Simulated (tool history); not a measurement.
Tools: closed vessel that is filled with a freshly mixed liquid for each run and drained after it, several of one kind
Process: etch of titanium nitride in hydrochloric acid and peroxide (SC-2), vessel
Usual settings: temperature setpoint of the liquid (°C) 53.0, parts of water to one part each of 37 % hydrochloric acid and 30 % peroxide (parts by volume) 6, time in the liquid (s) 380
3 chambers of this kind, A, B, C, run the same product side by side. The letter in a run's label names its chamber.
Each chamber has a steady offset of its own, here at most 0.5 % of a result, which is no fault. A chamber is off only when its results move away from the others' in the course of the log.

run	hour	temperature setpoint of the liquid (°C)	parts of water to one part each of 37 % hydrochloric acid and 30 % peroxide (parts by volume)	time in the liquid (s)	hours since the thermometer was replaced	hours since the chemicals flow meter was replaced	hours since the drum of peroxide was connected	read-back film thickness of the titanium nitride reference wafer, read on the same gauge (nm)	thickness taken off the titanium nitride on a monitor wafer (Å)
1A	2.7	53.0	6	380	1291.8	1434.8	1063.0	70.011	191.14
2B	5.0	53.0	6	380	1321.8	213.5	1123.8	69.985	191.15
3C	8.0	53.0	6	380	910.9	51.3	473.2	69.994	192.70
4A	12.2	53.0	6	380	1301.3	1444.3	1072.5	69.973	190.58
5C	15.4	53.0	6	380	918.3	58.7	480.6	70.011	189.24
6B	18.8	48.5	9	380	1335.6	227.3	1137.6	70.001	103.17
7B	21.2	48.5	9	380	1338.0	229.7	1140.0	69.966	102.86
8C	26.3	48.5	9	380	929.2	69.6	491.5	70.032	102.53
9A	29.1	53.0	6	380	1318.2	1461.2	1089.4	70.015	191.53
10A	33.3	53.0	6	380	1322.4	1465.4	1093.6	69.974	189.46
11B	38.1	53.0	6	380	1354.9	246.6	1156.9	69.983	191.06
12C	40.6	53.0	6	380	943.5	83.9	505.8	69.972	190.11
13C	43.5	53.0	6	255	946.4	86.8	508.7	70.007	127.31
14B	46.5	53.0	6	255	1363.3	255.0	1165.3	69.991	128.78
15A	49.1	53.0	6	255	1338.2	1481.2	1109.4	70.041	128.58
16C	51.5	53.0	6	380	954.4	94.8	516.7	70.009	188.46
17A	55.4	53.0	6	380	1344.5	1487.5	1115.7	70.004	190.51
18B	59.6	53.0	6	380	1376.4	268.1	1178.4	70.015	193.06
19C	62.3	53.0	6	380	965.2	105.6	527.5	69.994	187.02
20A	66.1	53.0	6	380	1355.2	1498.2	1126.4	69.979	190.73
21B	69.7	53.0	6	380	1386.5	278.2	1188.5	69.972	192.28
22A	74.5	53.0	6	380	1363.6	1506.6	1134.8	70.031	189.62
23C	78.4	53.0	6	380	981.3	121.7	543.6	70.028	187.44
24B	83.3	53.0	4	495	1400.1	291.8	1202.1	69.996	331.32
25A	86.0	53.0	4	495	1375.1	1518.1	1146.3	70.009	331.05
26C	88.9	53.0	4	495	991.8	132.2	554.1	70.019	317.59
27B	93.9	53.0	6	380	1410.7	302.4	1212.7	70.021	189.85
28B	96.7	53.0	6	300	1413.5	305.2	1215.5	70.004	151.93
29C	101.5	53.0	6	300	1004.4	144.8	566.7	70.015	143.17
30A	104.6	53.0	6	300	1393.7	1536.7	1164.9	70.020	151.07
31C	108.0	53.0	6	380	1010.9	151.3	573.2	69.993	182.91
32A	110.3	53.0	6	380	1399.4	1542.4	1170.6	69.992	192.14

All 3 chambers run these settings next. Forecast each chamber's results:
33A	114.1	53.0	6	380					?
33B	114.1	53.0	6	380					?
33C	114.1	53.0	6	380					?

run	thickness taken off the titanium nitride on a monitor wafer (Å)
33A	190.34
33B	190.88
33C	181.66
